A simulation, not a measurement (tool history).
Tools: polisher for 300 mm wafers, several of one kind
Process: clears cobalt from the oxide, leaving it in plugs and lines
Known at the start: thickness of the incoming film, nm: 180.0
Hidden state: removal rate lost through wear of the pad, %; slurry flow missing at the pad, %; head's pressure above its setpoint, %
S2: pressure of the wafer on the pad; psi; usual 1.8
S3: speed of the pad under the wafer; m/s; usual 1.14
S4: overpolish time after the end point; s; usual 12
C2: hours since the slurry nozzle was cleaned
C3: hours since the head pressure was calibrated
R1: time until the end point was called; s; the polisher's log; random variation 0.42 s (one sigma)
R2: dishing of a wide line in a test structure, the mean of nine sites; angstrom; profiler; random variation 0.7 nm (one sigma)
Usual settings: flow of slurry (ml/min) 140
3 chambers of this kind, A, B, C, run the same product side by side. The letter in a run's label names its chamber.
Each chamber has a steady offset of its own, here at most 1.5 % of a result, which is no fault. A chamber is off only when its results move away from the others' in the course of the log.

run 1C hour=8.8 | flow_of_slurry_(ml/min)=140 S2=1.8 S3=1.14 S4=12 | wafers_polished_on_this_pad=219 C2=163.4 C3=221.5 | R1=43.440 R2=348.69
run 2B hour=18.9 | flow_of_slurry_(ml/min)=140 S2=1.8 S3=1.14 S4=12 | wafers_polished_on_this_pad=463 C2=549.2 C3=1045.2 | R1=43.610 R2=358.30
run 3A hour=24.4 | flow_of_slurry_(ml/min)=140 S2=1.8 S3=1.14 S4=12 | wafers_polished_on_this_pad=951 C2=129.6 C3=796.0 | R1=42.593 R2=354.71
run 4C hour=29.9 | flow_of_slurry_(ml/min)=140 S2=1.8 S3=1.14 S4=12 | wafers_polished_on_this_pad=378 C2=184.5 C3=242.6 | R1=42.904 R2=368.64
-- hour=32.8 chamber B: worn pad replaced by a new one
-- hour=35.0 chamber A: head pressure recalibrated
run 5B hour=37.1 | flow_of_slurry_(ml/min)=140 S2=1.8 S3=1.14 S4=12 | wafers_polished_on_this_pad=33 C2=567.4 C3=1063.4 | R1=43.304 R2=344.49
run 6A hour=43.0 | flow_of_slurry_(ml/min)=140 S2=1.8 S3=1.14 S4=12 | wafers_polished_on_this_pad=1091 C2=148.2 C3=8.0 | R1=42.320 R2=346.81
run 7A hour=53.2 | flow_of_slurry_(ml/min)=140 S2=1.8 S3=1.14 S4=12 | wafers_polished_on_this_pad=1168 C2=158.4 C3=18.2 | R1=43.334 R2=354.34
run 8C hour=59.7 | flow_of_slurry_(ml/min)=140 S2=1.8 S3=1.14 S4=12 | wafers_polished_on_this_pad=603 C2=214.3 C3=272.4 | R1=43.362 R2=347.01
run 9B hour=69.1 | flow_of_slurry_(ml/min)=140 S2=1.8 S3=1.14 S4=12 | wafers_polished_on_this_pad=274 C2=599.4 C3=1095.4 | R1=43.391 R2=358.67
-- hour=73.1 chamber C: slurry nozzle cleaned
run 10A hour=78.9 | flow_of_slurry_(ml/min)=140 S2=1.8 S3=1.14 S4=12 | wafers_polished_on_this_pad=1362 C2=184.1 C3=43.9 | R1=43.281 R2=344.99
run 11C hour=90.3 | flow_of_slurry_(ml/min)=140 S2=1.8 S3=1.14 S4=12 | wafers_polished_on_this_pad=834 C2=17.3 C3=303.0 | R1=43.612 R2=349.78
run 12B hour=101.6 | flow_of_slurry_(ml/min)=140 S2=1.8 S3=1.14 S4=12 | wafers_polished_on_this_pad=519 C2=631.9 C3=1127.9 | R1=43.517 R2=345.52
run 13C hour=108.5 | flow_of_slurry_(ml/min)=140 S2=1.8 S3=1.14 S4=12 | wafers_polished_on_this_pad=971 C2=35.5 C3=321.2 | R1=42.680 R2=354.98
-- hour=112.9 chamber B: slurry nozzle cleaned
-- hour=113.3 chamber B: worn pad replaced by a new one
-- hour=113.8 chamber C: head pressure recalibrated
run 14B hour=118.8 | flow_of_slurry_(ml/min)=140 S2=1.8 S3=1.14 S4=12 | wafers_polished_on_this_pad=41 C2=6.0 C3=1145.1 | R1=42.580 R2=353.52
run 15A hour=125.0 | flow_of_slurry_(ml/min)=140 S2=1.8 S3=1.14 S4=12 | wafers_polished_on_this_pad=1709 C2=230.2 C3=90.0 | R1=42.707 R2=361.63
run 16A hour=136.2 | flow_of_slurry_(ml/min)=140 S2=1.8 S3=1.14 S4=12 | wafers_polished_on_this_pad=1794 C2=241.4 C3=101.2 | R1=42.839 R2=356.91
run 17C hour=144.4 | flow_of_slurry_(ml/min)=140 S2=1.8 S3=1.14 S4=12 | wafers_polished_on_this_pad=1242 C2=71.4 C3=30.7 | R1=42.649 R2=356.98
run 18B hour=151.4 | flow_of_slurry_(ml/min)=140 S2=1.8 S3=1.14 S4=12 | wafers_polished_on_this_pad=287 C2=38.6 C3=1177.7 | R1=42.705 R2=351.53
run 19B hour=159.4 | flow_of_slurry_(ml/min)=140 S2=1.8 S3=1.14 S4=12 | wafers_polished_on_this_pad=347 C2=46.6 C3=1185.7 | R1=42.850 R2=362.66
-- hour=163.4 chamber C: worn pad replaced by a new one
run 20A hour=165.7 | flow_of_slurry_(ml/min)=115 S2=1.8 S3=1.14 S4=12 | wafers_polished_on_this_pad=2016 C2=270.9 C3=130.7 | R1=45.134 R2=338.84
run 21C hour=174.3 | flow_of_slurry_(ml/min)=115 S2=1.8 S3=1.14 S4=12 | wafers_polished_on_this_pad=82 C2=101.3 C3=60.6 | R1=44.815 R2=355.40
run 22A hour=179.5 | flow_of_slurry_(ml/min)=115 S2=1.8 S3=1.14 S4=12 | wafers_polished_on_this_pad=2120 C2=284.7 C3=144.5 | R1=44.693 R2=344.43
run 23C hour=187.3 | flow_of_slurry_(ml/min)=140 S2=1.8 S3=1.14 S4=12 | wafers_polished_on_this_pad=180 C2=114.3 C3=73.6 | R1=43.393 R2=359.96
run 24B hour=195.2 | flow_of_slurry_(ml/min)=140 S2=1.8 S3=1.14 S4=12 | wafers_polished_on_this_pad=617 C2=82.4 C3=1221.5 | R1=43.271 R2=361.75
-- hour=198.5 chamber B: worn pad replaced by a new one
run 25C hour=206.5 | flow_of_slurry_(ml/min)=140 S2=1.8 S3=1.14 S4=12 | wafers_polished_on_this_pad=325 C2=133.5 C3=92.8 | R1=43.212 R2=349.04
run 26B hour=214.1 | flow_of_slurry_(ml/min)=140 S2=1.8 S3=1.14 S4=12 | wafers_polished_on_this_pad=118 C2=101.3 C3=1240.4 | R1=43.963 R2=356.51
-- hour=214.3 chamber B: head pressure recalibrated
run 27A hour=222.4 | flow_of_slurry_(ml/min)=140 S2=1.8 S3=1.14 S4=12 | wafers_polished_on_this_pad=2444 C2=327.6 C3=187.4 | R1=45.290 R2=348.64
run 28C hour=233.7 | flow_of_slurry_(ml/min)=140 S2=1.8 S3=1.14 S4=12 | wafers_polished_on_this_pad=530 C2=160.7 C3=120.0 | R1=44.403 R2=345.92
run 29B hour=240.0 | flow_of_slurry_(ml/min)=140 S2=1.8 S3=1.14 S4=12 | wafers_polished_on_this_pad=313 C2=127.2 C3=25.7 | R1=42.839 R2=367.33
run 30A hour=245.3 | flow_of_slurry_(ml/min)=140 S2=1.8 S3=1.14 S4=12 | wafers_polished_on_this_pad=2616 C2=350.5 C3=210.3 | R1=44.542 R2=338.64
run 31B hour=250.5 | flow_of_slurry_(ml/min)=140 S2=1.8 S3=1.14 S4=12 | wafers_polished_on_this_pad=392 C2=137.7 C3=36.2 | R1=43.512 R2=357.09
run 32C hour=258.3 | flow_of_slurry_(ml/min)=160 S2=1.8 S3=1.14 S4=9 | wafers_polished_on_this_pad=715 C2=185.3 C3=144.6 | R1=42.716 R2=291.77
run 33A hour=266.2 | flow_of_slurry_(ml/min)=160 S2=1.8 S3=1.14 S4=9 | wafers_polished_on_this_pad=2774 C2=371.4 C3=231.2 | R1=44.453 R2=269.21
run 34A hour=277.5 | flow_of_slurry_(ml/min)=160 S2=1.8 S3=1.14 S4=9 | wafers_polished_on_this_pad=2859 C2=382.7 C3=242.5 | R1=44.504 R2=275.07
-- hour=282.9 chamber B: worn pad replaced by a new one
run 35B hour=284.3 | flow_of_slurry_(ml/min)=140 S2=1.8 S3=1.26 S4=12 | wafers_polished_on_this_pad=11 C2=171.5 C3=70.0 | R1=39.411 R2=378.61
run 36C hour=293.1 | flow_of_slurry_(ml/min)=140 S2=1.8 S3=1.26 S4=12 | wafers_polished_on_this_pad=978 C2=220.1 C3=179.4 | R1=39.917 R2=390.12
-- hour=300.2 chamber C: slurry nozzle cleaned
run 37C hour=302.1 | flow_of_slurry_(ml/min)=140 S2=1.8 S3=1.26 S4=12 | wafers_polished_on_this_pad=1046 C2=2.0 C3=188.4 | R1=38.908 R2=388.74
run 38A hour=310.7 | flow_of_slurry_(ml/min)=140 S2=1.8 S3=1.14 S4=12 | wafers_polished_on_this_pad=3110 C2=415.9 C3=275.7 | R1=46.517 R2=326.36
run 39B hour=317.6 | flow_of_slurry_(ml/min)=170 S2=1.8 S3=1.36 S4=12 | wafers_polished_on_this_pad=262 C2=204.8 C3=103.3 | R1=35.920 R2=407.64
run 40B hour=325.6 | flow_of_slurry_(ml/min)=170 S2=1.8 S3=1.36 S4=12 | wafers_polished_on_this_pad=322 C2=212.8 C3=111.3 | R1=35.158 R2=404.59

All 3 chambers run these settings next. Forecast each chamber's results:
run 41A hour=333.8 | flow_of_slurry_(ml/min)=140 S2=1.8 S3=1.14 S4=12 | R1=? R2=?
run 41B hour=333.8 | flow_of_slurry_(ml/min)=140 S2=1.8 S3=1.14 S4=12 | R1=? R2=?
run 41C hour=333.8 | flow_of_slurry_(ml/min)=140 S2=1.8 S3=1.14 S4=12 | R1=? R2=?

run=41A R1=46.634 R2=335.75
run=41B R1=43.280 R2=345.61
run=41C R1=43.817 R2=340.88

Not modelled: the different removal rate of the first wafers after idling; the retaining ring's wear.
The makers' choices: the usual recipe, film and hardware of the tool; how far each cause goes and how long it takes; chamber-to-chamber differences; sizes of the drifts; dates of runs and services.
